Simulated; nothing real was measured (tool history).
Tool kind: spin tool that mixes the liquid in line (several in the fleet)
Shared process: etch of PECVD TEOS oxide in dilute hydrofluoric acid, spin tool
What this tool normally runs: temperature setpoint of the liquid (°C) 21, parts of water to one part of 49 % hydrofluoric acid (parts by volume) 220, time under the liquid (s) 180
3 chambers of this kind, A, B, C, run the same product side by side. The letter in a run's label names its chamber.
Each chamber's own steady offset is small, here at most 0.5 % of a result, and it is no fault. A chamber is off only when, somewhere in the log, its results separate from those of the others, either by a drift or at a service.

run     day  temperature setpoint of the liquid (°C)  parts of water to one part of 49 % hydrofluoric acid (parts by volume)  time under the liquid (s)  read-back film thickness of the PECVD TEOS oxide reference wafer, read on the same gauge (nm)  thickness taken off the PECVD TEOS oxide on a monitor wafer (nm)
 1C    0.35                                       21                                                                     220                        180                                                                                         29.995                                                            18.393
 2B   0.704                                       21                                                                     220                        180                                                                                         30.011                                                            17.896
 3A   1.108                                       21                                                                     220                        180                                                                                          29.99                                                            18.105
 4A   1.383                                       21                                                                     220                        180                                                                                         30.014                                                            18.234
 5C   1.596                                       21                                                                     220                        180                                                                                         30.008                                                             18.16
 6B   1.875                                       21                                                                     220                        180                                                                                         29.995                                                            18.161
 7B   2.096                                       21                                                                     220                        180                                                                                         30.005                                                            17.985
 8A   2.483                                       21                                                                     220                        180                                                                                          30.01                                                            18.241
 9C    2.75                                       21                                                                     220                        180                                                                                         30.001                                                            18.171
10A   2.988                                       21                                                                     220                        180                                                                                         29.996                                                            18.287
11C   3.196                                       21                                                                     220                        180                                                                                         29.979                                                            18.223
12B    3.45                                       21                                                                     220                        180                                                                                         30.006                                                            18.137
13B   3.629                                       21                                                                     220                        180                                                                                          30.01                                                            18.068
14A   3.871                                       21                                                                     220                        180                                                                                         29.997                                                            18.182
15C     4.2                                       21                                                                     220                        180                                                                                         30.009                                                            18.202
16A   4.425                                       21                                                                     220                        180                                                                                         29.999                                                            18.105
17C   4.717                                       17                                                                     145                        180                                                                                         29.997                                                            25.416
18B   5.125                                       17                                                                     145                        180                                                                                         29.995                                                            25.268
19B   5.383                                       17                                                                     145                        180                                                                                         29.989                                                            25.419
20A   5.629                                       21                                                                     220                        180                                                                                         29.998                                                            18.203
21C   5.829                                       21                                                                     220                        180                                                                                         29.996                                                            18.473
22B   6.008                                       21                                                                     220                        180                                                                                         29.989                                                            18.035
23A   6.304                                       21                                                                     220                        180                                                                                         29.989                                                             18.25
24C   6.712                                       21                                                                     220                        180                                                                                         29.989                                                            18.612
25C   7.054                                       21                                                                     220                        180                                                                                         30.001                                                            18.525
26A   7.271                                       21                                                                     220                        180                                                                                         29.996                                                            18.178
27B   7.658                                     23.5                                                                     220                        180                                                                                         29.979                                                            19.968
28C   8.054                                     23.5                                                                     220                        180                                                                                         29.984                                                            20.637
29A     8.3                                     23.5                                                                     220                        180                                                                                         29.996                                                             20.05
30B   8.525                                       21                                                                     220                        180                                                                                         29.993                                                            18.157
31A   8.779                                       21                                                                     220                        180                                                                                         29.989                                                            18.099
32C   9.033                                       21                                                                     220                        180                                                                                         29.983                                                            18.722
33B   9.292                                       21                                                                     220                        180                                                                                         30.032                                                            18.038
34B   9.579                                       21                                                                     220                        180                                                                                          30.02                                                            18.042
35A   9.796                                       21                                                                     220                        180                                                                                         29.996                                                            18.139
36C  10.096                                       21                                                                     220                        180                                                                                          29.99                                                            18.965
37B  10.379                                       21                                                                     220                        180                                                                                         29.985                                                            18.159
38C  10.738                                       21                                                                     220                        180                                                                                         29.982                                                             18.87
39A  11.017                                       21                                                                     220                        180                                                                                         30.008                                                            18.174
40A    11.2                                       21                                                                     220                        180                                                                                         29.984                                                            18.265
41C  11.496                                       21                                                                     315                        180                                                                                          29.99                                                            12.354

Predict what each chamber gives when all 3 of them run the settings below next.
42A  11.788                                       21                                                                     220                        180                                                                                                                                                                ?
42B  11.788                                       21                                                                     220                        180                                                                                                                                                                ?
42C  11.788                                       21                                                                     220                        180                                                                                                                                                                ?

run  thickness taken off the PECVD TEOS oxide on a monitor wafer (nm)
42A                                                            18.065
42B                                                            18.154
42C                                                            18.957
